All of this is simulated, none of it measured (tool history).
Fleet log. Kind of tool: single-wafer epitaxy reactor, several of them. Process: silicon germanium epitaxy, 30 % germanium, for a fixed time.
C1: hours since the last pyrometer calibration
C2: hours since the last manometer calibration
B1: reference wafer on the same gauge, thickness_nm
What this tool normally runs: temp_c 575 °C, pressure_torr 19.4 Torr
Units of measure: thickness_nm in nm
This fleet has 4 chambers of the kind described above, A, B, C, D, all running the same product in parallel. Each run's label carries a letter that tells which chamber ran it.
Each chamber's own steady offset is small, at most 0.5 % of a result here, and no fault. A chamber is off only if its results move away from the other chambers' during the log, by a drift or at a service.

Run 1A, day 0.188: usual settings; C1 1021.9; C2 1731.0; B1 29.292. Result: thickness_nm 36.423 nm.
Run 2C, day 0.412: usual settings; C1 1679.3; C2 1138.6; B1 29.281. Result: thickness_nm 36.380 nm.
Run 3D, day 0.658: usual settings; C1 1090.8; C2 1135.0; B1 29.316. Result: thickness_nm 36.470 nm.
Run 4B, day 0.933: usual settings; C1 2982.7; C2 366.1; B1 29.283. Result: thickness_nm 36.595 nm.
Run 5A, day 1.192: usual settings; C1 1046.0; C2 1755.1; B1 29.295. Result: thickness_nm 36.224 nm.
Run 6D, day 1.438: usual settings; C1 1109.5; C2 1153.7; B1 29.275. Result: thickness_nm 36.697 nm.
Run 7C, day 1.571: usual settings but pressure_torr 14.8 Torr; C1 1707.1; C2 1166.4; B1 29.276. Result: thickness_nm 32.546 nm.
Run 8B, day 1.833: usual settings but pressure_torr 14.8 Torr; C1 3004.3; C2 387.7; B1 29.291. Result: thickness_nm 32.770 nm.
Run 9A, day 2.017: usual settings but pressure_torr 14.8 Torr; C1 1065.8; C2 1774.9; B1 29.325. Result: thickness_nm 32.598 nm.
Run 10B, day 2.154: usual settings but pressure_torr 14.8 Torr; C1 3012.0; C2 395.4; B1 29.299. Result: thickness_nm 32.646 nm.
Run 11C, day 2.404: usual settings; C1 1727.1; C2 1186.4; B1 29.302. Result: thickness_nm 36.230 nm.
Run 12D, day 2.550: usual settings; C1 1136.2; C2 1180.4; B1 29.301. Result: thickness_nm 36.425 nm.
Run 13D, day 2.825: usual settings; C1 1142.8; C2 1187.0; B1 29.290. Result: thickness_nm 36.267 nm.
At day 3.033: chamber A: capacitance manometer re-zeroed and calibrated.
Run 14C, day 3.112: usual settings; C1 1744.1; C2 1203.4; B1 29.326. Result: thickness_nm 36.184 nm.
Run 15A, day 3.325: usual settings; C1 1097.2; C2 7.1; B1 29.310. Result: thickness_nm 36.479 nm.
Run 16B, day 3.475: usual settings; C1 3043.7; C2 427.1; B1 29.299. Result: thickness_nm 36.242 nm.
Run 17D, day 3.683: usual settings; C1 1163.4; C2 1207.6; B1 29.298. Result: thickness_nm 36.418 nm.
Run 18A, day 3.888: usual settings; C1 1110.7; C2 20.6; B1 29.281. Result: thickness_nm 36.536 nm.
Run 19C, day 4.146: usual settings; C1 1768.9; C2 1228.2; B1 29.295. Result: thickness_nm 36.457 nm.
Run 20B, day 4.354: usual settings; C1 3064.8; C2 448.2; B1 29.293. Result: thickness_nm 35.660 nm.
Run 21D, day 4.558: usual settings but pressure_torr 21.9 Torr; C1 1184.4; C2 1228.6; B1 29.318. Result: thickness_nm 37.863 nm.
Run 22B, day 4.833: usual settings but pressure_torr 21.9 Torr; C1 3076.3; C2 459.7; B1 29.303. Result: thickness_nm 37.562 nm.
Run 23C, day 5.050: usual settings but pressure_torr 21.9 Torr; C1 1790.6; C2 1249.9; B1 29.308. Result: thickness_nm 38.209 nm.
Run 24A, day 5.196: usual settings but pressure_torr 21.9 Torr; C1 1142.1; C2 52.0; B1 29.300. Result: thickness_nm 37.883 nm.
Run 25B, day 5.350: usual settings; C1 3088.7; C2 472.1; B1 29.296. Result: thickness_nm 35.600 nm.
At day 5.521: chamber A: pyrometer calibrated.
Run 26A, day 5.546: usual settings but temp_c 569 °C, pressure_torr 21.2 Torr; C1 0.6; C2 60.4; B1 29.295. Result: thickness_nm 33.540 nm.
Run 27C, day 5.817: usual settings but temp_c 569 °C, pressure_torr 21.2 Torr; C1 1809.0; C2 1268.3; B1 29.309. Result: thickness_nm 33.269 nm.
Run 28D, day 5.942: usual settings but temp_c 569 °C, pressure_torr 21.2 Torr; C1 1217.6; C2 1261.8; B1 29.321. Result: thickness_nm 33.559 nm.
Run 29B, day 6.075: usual settings but temp_c 569 °C, pressure_torr 21.2 Torr; C1 3106.1; C2 489.5; B1 29.269. Result: thickness_nm 32.613 nm.
Run 30C, day 6.254: usual settings; C1 1819.5; C2 1278.8; B1 29.318. Result: thickness_nm 36.544 nm.
Run 31D, day 6.454: usual settings but temp_c 585 °C; C1 1229.9; C2 1274.1; B1 29.286. Result: thickness_nm 44.045 nm.
Run 32A, day 6.679: usual settings but temp_c 585 °C; C1 27.8; C2 87.6; B1 29.288. Result: thickness_nm 43.670 nm.
Run 33C, day 6.867: usual settings but temp_c 585 °C; C1 1834.2; C2 1293.5; B1 29.281. Result: thickness_nm 44.262 nm.

Which is it: a chamber that has drifted or been left off by a service, a gauge drift common to all chambers, or only each chamber's usual small offset? If a chamber is off, name it and its likeliest cause.

One chamber, B, drifts off from the rest bit by bit.
What lies behind it: true pressure below the setpoint (%) = 7.86.
From this log alone, it may not be told apart from: wafer temperature below the value expected at the setpoint (K).

Which of the 4 candidates below, each the usual settings with something changed and its results left as question marks, puts chamber B back in line with what the other chambers give on the usual settings?
Allowed miss from the other chambers' usual-settings mean, per result, to count as in line: thickness_nm 0.550 nm
Run 34B-1, day 7.071: usual settings but pressure_torr 18.0 Torr. Result: thickness_nm ?.
Run 34B-2, day 7.071: usual settings but pressure_torr 16.6 Torr. Result: thickness_nm ?.
Run 34B-3, day 7.071: usual settings but pressure_torr 20.8 Torr. Result: thickness_nm ?.
Run 34B-4, day 7.071: usual settings but pressure_torr 22.2 Torr. Result: thickness_nm ?.

On the usual settings, the other chambers give on average: thickness_nm 36.361 nm
  run  thickness_nm
34B-1        34.339
34B-2        33.241
34B-3        36.391
34B-4        37.355
It is 34B-3 that realigns the chamber with its peers.
